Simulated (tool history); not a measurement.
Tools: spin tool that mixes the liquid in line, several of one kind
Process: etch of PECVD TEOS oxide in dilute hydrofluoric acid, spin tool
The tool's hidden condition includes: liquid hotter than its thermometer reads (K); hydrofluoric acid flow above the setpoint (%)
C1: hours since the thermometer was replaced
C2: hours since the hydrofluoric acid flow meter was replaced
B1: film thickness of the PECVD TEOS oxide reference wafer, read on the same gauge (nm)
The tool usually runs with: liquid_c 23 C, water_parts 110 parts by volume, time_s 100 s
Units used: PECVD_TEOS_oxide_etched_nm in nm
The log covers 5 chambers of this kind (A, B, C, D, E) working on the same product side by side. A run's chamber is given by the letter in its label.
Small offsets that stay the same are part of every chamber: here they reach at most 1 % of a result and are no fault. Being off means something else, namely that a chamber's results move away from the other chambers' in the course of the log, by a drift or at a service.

{"run": "1C", "hour": 6.3, "liquid_c": 23, "water_parts": 110, "time_s": 100, "C1": 1554.8, "C2": 441.7, "B1": 119.99, "PECVD_TEOS_oxide_etched_nm": 20.01}
{"run": "2E", "hour": 13.2, "liquid_c": 23, "water_parts": 110, "time_s": 100, "C1": 1203.6, "C2": 685.9, "B1": 120.02, "PECVD_TEOS_oxide_etched_nm": 19.907}
{"run": "3D", "hour": 20.8, "liquid_c": 23, "water_parts": 110, "time_s": 100, "C1": 2096.3, "C2": 2150.6, "B1": 119.99, "PECVD_TEOS_oxide_etched_nm": 19.646}
{"run": "4A", "hour": 25.3, "liquid_c": 23, "water_parts": 110, "time_s": 100, "C1": 394.0, "C2": 383.8, "B1": 119.98, "PECVD_TEOS_oxide_etched_nm": 19.978}
{"run": "5B", "hour": 33.7, "liquid_c": 23, "water_parts": 110, "time_s": 100, "C1": 661.3, "C2": 1144.5, "B1": 119.99, "PECVD_TEOS_oxide_etched_nm": 19.944}
{"run": "6E", "hour": 42.2, "liquid_c": 23, "water_parts": 110, "time_s": 100, "C1": 1232.6, "C2": 714.9, "B1": 119.98, "PECVD_TEOS_oxide_etched_nm": 20.416}
{"run": "7B", "hour": 51.2, "liquid_c": 23, "water_parts": 110, "time_s": 100, "C1": 678.8, "C2": 1162.0, "B1": 120.01, "PECVD_TEOS_oxide_etched_nm": 20.023}
{"run": "8C", "hour": 59.6, "liquid_c": 23, "water_parts": 110, "time_s": 100, "C1": 1608.1, "C2": 495.0, "B1": 120.0, "PECVD_TEOS_oxide_etched_nm": 20.289}
{"run": "9D", "hour": 69.0, "liquid_c": 23, "water_parts": 110, "time_s": 100, "C1": 2144.5, "C2": 2198.8, "B1": 120.0, "PECVD_TEOS_oxide_etched_nm": 19.907}
{"run": "10A", "hour": 75.6, "liquid_c": 23, "water_parts": 110, "time_s": 100, "C1": 444.3, "C2": 434.1, "B1": 120.0, "PECVD_TEOS_oxide_etched_nm": 19.899}
{"run": "11B", "hour": 83.2, "liquid_c": 23, "water_parts": 110, "time_s": 100, "C1": 710.8, "C2": 1194.0, "B1": 120.01, "PECVD_TEOS_oxide_etched_nm": 20.376}
{"run": "12C", "hour": 87.5, "liquid_c": 23, "water_parts": 110, "time_s": 100, "C1": 1636.0, "C2": 522.9, "B1": 120.01, "PECVD_TEOS_oxide_etched_nm": 20.039}
{"run": "13D", "hour": 93.1, "liquid_c": 19, "water_parts": 110, "time_s": 75, "C1": 2168.6, "C2": 2222.9, "B1": 120.02, "PECVD_TEOS_oxide_etched_nm": 12.815}
{"run": "14A", "hour": 98.3, "liquid_c": 19, "water_parts": 110, "time_s": 75, "C1": 467.0, "C2": 456.8, "B1": 120.0, "PECVD_TEOS_oxide_etched_nm": 12.666}
{"run": "15E", "hour": 104.2, "liquid_c": 19, "water_parts": 110, "time_s": 75, "C1": 1294.6, "C2": 776.9, "B1": 119.98, "PECVD_TEOS_oxide_etched_nm": 12.875}
{"run": "16E", "hour": 113.3, "liquid_c": 19, "water_parts": 110, "time_s": 75, "C1": 1303.7, "C2": 786.0, "B1": 120.02, "PECVD_TEOS_oxide_etched_nm": 12.862}
{"run": "17B", "hour": 122.0, "liquid_c": 19, "water_parts": 110, "time_s": 75, "C1": 749.6, "C2": 1232.8, "B1": 120.02, "PECVD_TEOS_oxide_etched_nm": 13.171}
{"run": "18C", "hour": 127.1, "liquid_c": 23, "water_parts": 110, "time_s": 100, "C1": 1675.6, "C2": 562.5, "B1": 120.0, "PECVD_TEOS_oxide_etched_nm": 20.218}
{"run": "19D", "hour": 136.5, "liquid_c": 25, "water_parts": 110, "time_s": 100, "C1": 2212.0, "C2": 2266.3, "B1": 119.98, "PECVD_TEOS_oxide_etched_nm": 21.361}
{"hour": 136.7, "done": "chamber E: hydrofluoric acid flow meter replaced"}
{"hour": 142.2, "done": "chamber A: hydrofluoric acid flow meter replaced"}
{"run": "20A", "hour": 144.4, "liquid_c": 25, "water_parts": 110, "time_s": 100, "C1": 513.1, "C2": 2.2, "B1": 120.01, "PECVD_TEOS_oxide_etched_nm": 21.157}
{"run": "21C", "hour": 149.8, "liquid_c": 25, "water_parts": 110, "time_s": 100, "C1": 1698.3, "C2": 585.2, "B1": 119.99, "PECVD_TEOS_oxide_etched_nm": 21.709}
{"run": "22A", "hour": 156.0, "liquid_c": 25, "water_parts": 110, "time_s": 100, "C1": 524.7, "C2": 13.8, "B1": 120.0, "PECVD_TEOS_oxide_etched_nm": 21.321}
{"run": "23E", "hour": 161.1, "liquid_c": 25, "water_parts": 110, "time_s": 100, "C1": 1351.5, "C2": 24.5, "B1": 119.99, "PECVD_TEOS_oxide_etched_nm": 21.608}
{"run": "24B", "hour": 167.3, "liquid_c": 23, "water_parts": 110, "time_s": 100, "C1": 794.9, "C2": 1278.1, "B1": 120.0, "PECVD_TEOS_oxide_etched_nm": 21.207}
{"run": "25D", "hour": 176.3, "liquid_c": 23, "water_parts": 110, "time_s": 100, "C1": 2251.8, "C2": 2306.1, "B1": 120.01, "PECVD_TEOS_oxide_etched_nm": 19.65}
{"run": "26C", "hour": 181.0, "liquid_c": 23, "water_parts": 110, "time_s": 100, "C1": 1729.5, "C2": 616.4, "B1": 119.99, "PECVD_TEOS_oxide_etched_nm": 20.048}
{"run": "27A", "hour": 190.0, "liquid_c": 23, "water_parts": 110, "time_s": 150, "C1": 558.7, "C2": 47.8, "B1": 120.0, "PECVD_TEOS_oxide_etched_nm": 29.878}
{"run": "28B", "hour": 197.7, "liquid_c": 23, "water_parts": 110, "time_s": 150, "C1": 825.3, "C2": 1308.5, "B1": 120.0, "PECVD_TEOS_oxide_etched_nm": 32.582}
{"run": "29D", "hour": 206.7, "liquid_c": 23, "water_parts": 110, "time_s": 150, "C1": 2282.2, "C2": 2336.5, "B1": 120.01, "PECVD_TEOS_oxide_etched_nm": 29.621}
{"run": "30E", "hour": 214.8, "liquid_c": 23, "water_parts": 110, "time_s": 150, "C1": 1405.2, "C2": 78.2, "B1": 119.97, "PECVD_TEOS_oxide_etched_nm": 29.88}
{"run": "31A", "hour": 223.6, "liquid_c": 23, "water_parts": 110, "time_s": 150, "C1": 592.3, "C2": 81.4, "B1": 120.01, "PECVD_TEOS_oxide_etched_nm": 29.584}
{"run": "32D", "hour": 232.2, "liquid_c": 23, "water_parts": 110, "time_s": 100, "C1": 2307.7, "C2": 2362.0, "B1": 119.99, "PECVD_TEOS_oxide_etched_nm": 19.631}
{"run": "33B", "hour": 239.2, "liquid_c": 23, "water_parts": 110, "time_s": 100, "C1": 866.8, "C2": 1350.0, "B1": 120.03, "PECVD_TEOS_oxide_etched_nm": 22.036}

For the next run the whole fleet of 5 chambers uses the same settings. Give each chamber's results:
{"run": "34A", "hour": 246.3, "liquid_c": 23, "water_parts": 110, "time_s": 100, "PECVD_TEOS_oxide_etched_nm": "?"}
{"run": "34B", "hour": 246.3, "liquid_c": 23, "water_parts": 110, "time_s": 100, "PECVD_TEOS_oxide_etched_nm": "?"}
{"run": "34C", "hour": 246.3, "liquid_c": 23, "water_parts": 110, "time_s": 100, "PECVD_TEOS_oxide_etched_nm": "?"}
{"run": "34D", "hour": 246.3, "liquid_c": 23, "water_parts": 110, "time_s": 100, "PECVD_TEOS_oxide_etched_nm": "?"}
{"run": "34E", "hour": 246.3, "liquid_c": 23, "water_parts": 110, "time_s": 100, "PECVD_TEOS_oxide_etched_nm": "?"}

run=34A PECVD_TEOS_oxide_etched_nm=20.056
run=34B PECVD_TEOS_oxide_etched_nm=22.037
run=34C PECVD_TEOS_oxide_etched_nm=20.151
run=34D PECVD_TEOS_oxide_etched_nm=19.677
run=34E PECVD_TEOS_oxide_etched_nm=20.001
